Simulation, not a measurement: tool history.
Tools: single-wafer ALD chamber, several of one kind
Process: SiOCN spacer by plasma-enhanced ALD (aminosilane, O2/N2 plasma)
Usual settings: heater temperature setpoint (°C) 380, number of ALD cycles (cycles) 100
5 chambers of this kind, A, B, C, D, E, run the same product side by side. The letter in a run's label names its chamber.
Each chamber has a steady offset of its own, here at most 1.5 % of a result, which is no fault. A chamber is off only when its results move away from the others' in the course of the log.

| run | day | heater temperature setpoint (°C) | number of ALD cycles (cycles) | hours since the last thermocouple change | read-back reference wafer on the same gauge, thickness_nm | mean film thickness on the monitor wafer (nm) |
|---|---|---|---|---|---|---|
| 1D | 0.362 | 380 | 100 | 1569.1 | 5.5986 | 5.9793 |
| 2C | 0.667 | 380 | 100 | 744.5 | 5.5999 | 5.9738 |
| 3A | 0.917 | 380 | 100 | 560.3 | 5.5976 | 5.9627 |
| 4E | 1.179 | 380 | 100 | 401.2 | 5.5960 | 6.0620 |
| 5B | 1.496 | 380 | 100 | 2304.8 | 5.5955 | 5.9596 |
| 6E | 1.792 | 380 | 100 | 415.9 | 5.5966 | 6.0616 |
| 7A | 2.000 | 380 | 100 | 586.3 | 5.5959 | 5.9665 |
| 8D | 2.308 | 380 | 100 | 1615.8 | 5.5939 | 5.9778 |
| 9C | 2.633 | 380 | 100 | 791.7 | 5.5934 | 5.9780 |
| 10B | 2.850 | 380 | 100 | 2337.3 | 5.5934 | 5.9765 |
| 11C | 3.108 | 380 | 100 | 803.1 | 5.5903 | 5.9711 |
| 12B | 3.325 | 380 | 100 | 2348.7 | 5.5917 | 5.9580 |
| 13E | 3.600 | 380 | 100 | 459.3 | 5.5900 | 6.0611 |
| 14D | 3.917 | 380 | 100 | 1654.4 | 5.5902 | 5.9572 |
| 15A | 4.171 | 380 | 100 | 638.4 | 5.5895 | 5.9595 |
| 16E | 4.475 | 371 | 112 | 480.3 | 5.5893 | 6.7881 |
| 17A | 4.700 | 371 | 112 | 651.1 | 5.5881 | 6.6777 |
| 18D | 4.942 | 371 | 112 | 1679.0 | 5.5870 | 6.6868 |
| 19C | 5.329 | 371 | 112 | 856.4 | 5.5849 | 6.6765 |
| 20B | 5.679 | 371 | 112 | 2405.2 | 5.5848 | 6.6735 |
| 21D | 5.883 | 380 | 100 | 1701.6 | 5.5859 | 5.9573 |
| 22C | 6.188 | 380 | 100 | 877.0 | 5.5849 | 5.9648 |
| 23E | 6.538 | 380 | 117 | 529.8 | 5.5834 | 7.0833 |
| 24A | 6.796 | 380 | 117 | 701.4 | 5.5825 | 6.9712 |
| 25B | 7.108 | 380 | 117 | 2439.5 | 5.5807 | 6.9617 |
| 26E | 7.296 | 380 | 117 | 548.0 | 5.5827 | 7.0919 |
| 27A | 7.567 | 380 | 117 | 719.9 | 5.5791 | 6.9621 |
| 28D | 7.858 | 380 | 115 | 1749.0 | 5.5797 | 6.8519 |
| 29C | 8.188 | 380 | 115 | 925.0 | 5.5790 | 6.8636 |
| 30B | 8.479 | 380 | 115 | 2472.4 | 5.5769 | 6.8405 |
| 31A | 8.717 | 380 | 115 | 747.5 | 5.5784 | 6.8365 |
| 32E | 8.888 | 380 | 115 | 586.2 | 5.5769 | 6.9580 |

All 5 chambers run these settings next. Forecast each chamber's results:
| 33A | 9.162 | 380 | 93 |  |  | ? |
| 33B | 9.162 | 380 | 93 |  |  | ? |
| 33C | 9.162 | 380 | 93 |  |  | ? |
| 33D | 9.162 | 380 | 93 |  |  | ? |
| 33E | 9.162 | 380 | 93 |  |  | ? |

| run | mean film thickness on the monitor wafer (nm) |
|---|---|
| 33A | 5.5293 |
| 33B | 5.5256 |
| 33C | 5.5427 |
| 33D | 5.5366 |
| 33E | 5.6203 |
